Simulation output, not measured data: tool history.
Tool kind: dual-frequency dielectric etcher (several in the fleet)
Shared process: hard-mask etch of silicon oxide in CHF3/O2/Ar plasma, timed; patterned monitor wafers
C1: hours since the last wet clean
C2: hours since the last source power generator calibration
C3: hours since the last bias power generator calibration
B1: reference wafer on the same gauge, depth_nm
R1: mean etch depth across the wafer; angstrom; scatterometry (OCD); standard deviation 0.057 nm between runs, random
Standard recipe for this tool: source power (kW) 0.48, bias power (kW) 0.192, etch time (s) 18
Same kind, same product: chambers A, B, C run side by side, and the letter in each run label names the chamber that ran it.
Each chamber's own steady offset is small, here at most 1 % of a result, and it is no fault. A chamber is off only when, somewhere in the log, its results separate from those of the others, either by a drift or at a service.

run 1B hour=3.5 | source_power_(kW)=0.48 bias_power_(kW)=0.192 etch_time_(s)=18 | C1=160.5 C2=2669.9 C3=742.9 | B1=34.197 | R1=336.06
run 2A hour=7.4 | source_power_(kW)=0.48 bias_power_(kW)=0.192 etch_time_(s)=18 | C1=66.5 C2=763.8 C3=1332 | B1=34.213 | R1=336.36
run 3C hour=12.6 | source_power_(kW)=0.48 bias_power_(kW)=0.192 etch_time_(s)=18 | C1=78.9 C2=2475.3 C3=403.5 | B1=34.216 | R1=334.89
run 4A hour=19.4 | source_power_(kW)=0.48 bias_power_(kW)=0.192 etch_time_(s)=18 | C1=78.5 C2=775.8 C3=1344 | B1=34.205 | R1=337.23
run 5B hour=24.3 | source_power_(kW)=0.48 bias_power_(kW)=0.192 etch_time_(s)=18 | C1=181.3 C2=2690.7 C3=763.7 | B1=34.241 | R1=335.92
run 6C hour=30.5 | source_power_(kW)=0.48 bias_power_(kW)=0.192 etch_time_(s)=18 | C1=96.8 C2=2493.2 C3=421.4 | B1=34.234 | R1=335.21
run 7B hour=38.4 | source_power_(kW)=0.48 bias_power_(kW)=0.192 etch_time_(s)=18 | C1=195.4 C2=2704.8 C3=777.8 | B1=34.229 | R1=335.17
run 8C hour=44.1 | source_power_(kW)=0.48 bias_power_(kW)=0.192 etch_time_(s)=18 | C1=110.4 C2=2506.8 C3=435 | B1=34.251 | R1=335.02
run 9A hour=47.8 | source_power_(kW)=0.48 bias_power_(kW)=0.192 etch_time_(s)=18 | C1=106.9 C2=804.2 C3=1372.4 | B1=34.251 | R1=336.63
run 10B hour=52.9 | source_power_(kW)=0.48 bias_power_(kW)=0.192 etch_time_(s)=18 | C1=209.9 C2=2719.3 C3=792.3 | B1=34.241 | R1=336.64
run 11A hour=60 | source_power_(kW)=0.48 bias_power_(kW)=0.192 etch_time_(s)=18 | C1=119.1 C2=816.4 C3=1384.6 | B1=34.264 | R1=336.89
run 12C hour=65.7 | source_power_(kW)=0.48 bias_power_(kW)=0.192 etch_time_(s)=18 | C1=132 C2=2528.4 C3=456.6 | B1=34.27 | R1=335.22
run 13A hour=70.5 | source_power_(kW)=0.48 bias_power_(kW)=0.192 etch_time_(s)=18 | C1=129.6 C2=826.9 C3=1395.1 | B1=34.281 | R1=337.5
run 14B hour=75.6 | source_power_(kW)=0.48 bias_power_(kW)=0.192 etch_time_(s)=18 | C1=232.6 C2=2742 C3=815 | B1=34.282 | R1=338.36
run 15C hour=83.2 | source_power_(kW)=0.48 bias_power_(kW)=0.192 etch_time_(s)=18 | C1=149.5 C2=2545.9 C3=474.1 | B1=34.286 | R1=335.33
run 16B hour=90.6 | source_power_(kW)=0.48 bias_power_(kW)=0.192 etch_time_(s)=18 | C1=247.6 C2=2757 C3=830 | B1=34.291 | R1=337.19
run 17C hour=97.7 | source_power_(kW)=0.48 bias_power_(kW)=0.192 etch_time_(s)=18 | C1=164 C2=2560.4 C3=488.6 | B1=34.29 | R1=335.14
run 18A hour=104.6 | source_power_(kW)=0.57 bias_power_(kW)=0.192 etch_time_(s)=16 | C1=163.7 C2=861 C3=1429.2 | B1=34.31 | R1=319.73
run 19C hour=111.1 | source_power_(kW)=0.57 bias_power_(kW)=0.192 etch_time_(s)=16 | C1=177.4 C2=2573.8 C3=502 | B1=34.3 | R1=318.37
run 20B hour=117.3 | source_power_(kW)=0.57 bias_power_(kW)=0.192 etch_time_(s)=16 | C1=274.3 C2=2783.7 C3=856.7 | B1=34.305 | R1=320.73
run 21A hour=123.1 | source_power_(kW)=0.48 bias_power_(kW)=0.192 etch_time_(s)=18 | C1=182.2 C2=879.5 C3=1447.7 | B1=34.309 | R1=337.19
run 22A hour=130.2 | source_power_(kW)=0.48 bias_power_(kW)=0.192 etch_time_(s)=18 | C1=189.3 C2=886.6 C3=1454.8 | B1=34.331 | R1=337.24
run 23C hour=135.4 | source_power_(kW)=0.48 bias_power_(kW)=0.192 etch_time_(s)=18 | C1=201.7 C2=2598.1 C3=526.3 | B1=34.34 | R1=336.22
run 24B hour=141.4 | source_power_(kW)=0.48 bias_power_(kW)=0.192 etch_time_(s)=18 | C1=298.4 C2=2807.8 C3=880.8 | B1=34.334 | R1=336.99
run 25C hour=147.9 | source_power_(kW)=0.54 bias_power_(kW)=0.163 etch_time_(s)=18 | C1=214.2 C2=2610.6 C3=538.8 | B1=34.352 | R1=332.77
run 26B hour=153.9 | source_power_(kW)=0.54 bias_power_(kW)=0.163 etch_time_(s)=18 | C1=310.9 C2=2820.3 C3=893.3 | B1=34.353 | R1=333.91
run 27A hour=159.6 | source_power_(kW)=0.54 bias_power_(kW)=0.163 etch_time_(s)=18 | C1=218.7 C2=916 C3=1484.2 | B1=34.372 | R1=334.32
run 28A hour=164 | source_power_(kW)=0.48 bias_power_(kW)=0.225 etch_time_(s)=14 | C1=223.1 C2=920.4 C3=1488.6 | B1=34.365 | R1=277.97
run 29B hour=169.2 | source_power_(kW)=0.48 bias_power_(kW)=0.225 etch_time_(s)=14 | C1=326.2 C2=2835.6 C3=908.6 | B1=34.371 | R1=277.47
run 30C hour=177.1 | source_power_(kW)=0.48 bias_power_(kW)=0.225 etch_time_(s)=14 | C1=243.4 C2=2639.8 C3=568 | B1=34.378 | R1=275.13
run 31A hour=180.7 | source_power_(kW)=0.48 bias_power_(kW)=0.162 etch_time_(s)=18 | C1=239.8 C2=937.1 C3=1505.3 | B1=34.381 | R1=319.41
run 32B hour=187.6 | source_power_(kW)=0.48 bias_power_(kW)=0.162 etch_time_(s)=18 | C1=344.6 C2=2854 C3=927 | B1=34.386 | R1=319.44
run 33C hour=194 | source_power_(kW)=0.48 bias_power_(kW)=0.162 etch_time_(s)=18 | C1=260.3 C2=2656.7 C3=584.9 | B1=34.393 | R1=317.64
run 34B hour=199.2 | source_power_(kW)=0.36 bias_power_(kW)=0.173 etch_time_(s)=18 | C1=356.2 C2=2865.6 C3=938.6 | B1=34.412 | R1=293.16
run 35A hour=207 | source_power_(kW)=0.36 bias_power_(kW)=0.173 etch_time_(s)=18 | C1=266.1 C2=963.4 C3=1531.6 | B1=34.397 | R1=293.18
run 36C hour=214.4 | source_power_(kW)=0.36 bias_power_(kW)=0.173 etch_time_(s)=18 | C1=280.7 C2=2677.1 C3=605.3 | B1=34.416 | R1=292.19
run 37A hour=218.7 | source_power_(kW)=0.48 bias_power_(kW)=0.192 etch_time_(s)=20 | C1=277.8 C2=975.1 C3=1543.3 | B1=34.423 | R1=376.01
run 38C hour=223.1 | source_power_(kW)=0.48 bias_power_(kW)=0.192 etch_time_(s)=20 | C1=289.4 C2=2685.8 C3=614 | B1=34.413 | R1=373.99
run 39B hour=227.3 | source_power_(kW)=0.48 bias_power_(kW)=0.192 etch_time_(s)=20 | C1=384.3 C2=2893.7 C3=966.7 | B1=34.424 | R1=374.91
run 40B hour=232.8 | source_power_(kW)=0.48 bias_power_(kW)=0.192 etch_time_(s)=18 | C1=389.8 C2=2899.2 C3=972.2 | B1=34.432 | R1=338.15

Next, every chamber runs the same settings. What will each give?
run 41A hour=238.4 | source_power_(kW)=0.48 bias_power_(kW)=0.192 etch_time_(s)=18 | R1=?
run 41B hour=238.4 | source_power_(kW)=0.48 bias_power_(kW)=0.192 etch_time_(s)=18 | R1=?
run 41C hour=238.4 | source_power_(kW)=0.48 bias_power_(kW)=0.192 etch_time_(s)=18 | R1=?

run=41A R1=339.36
run=41B R1=338.42
run=41C R1=337.3
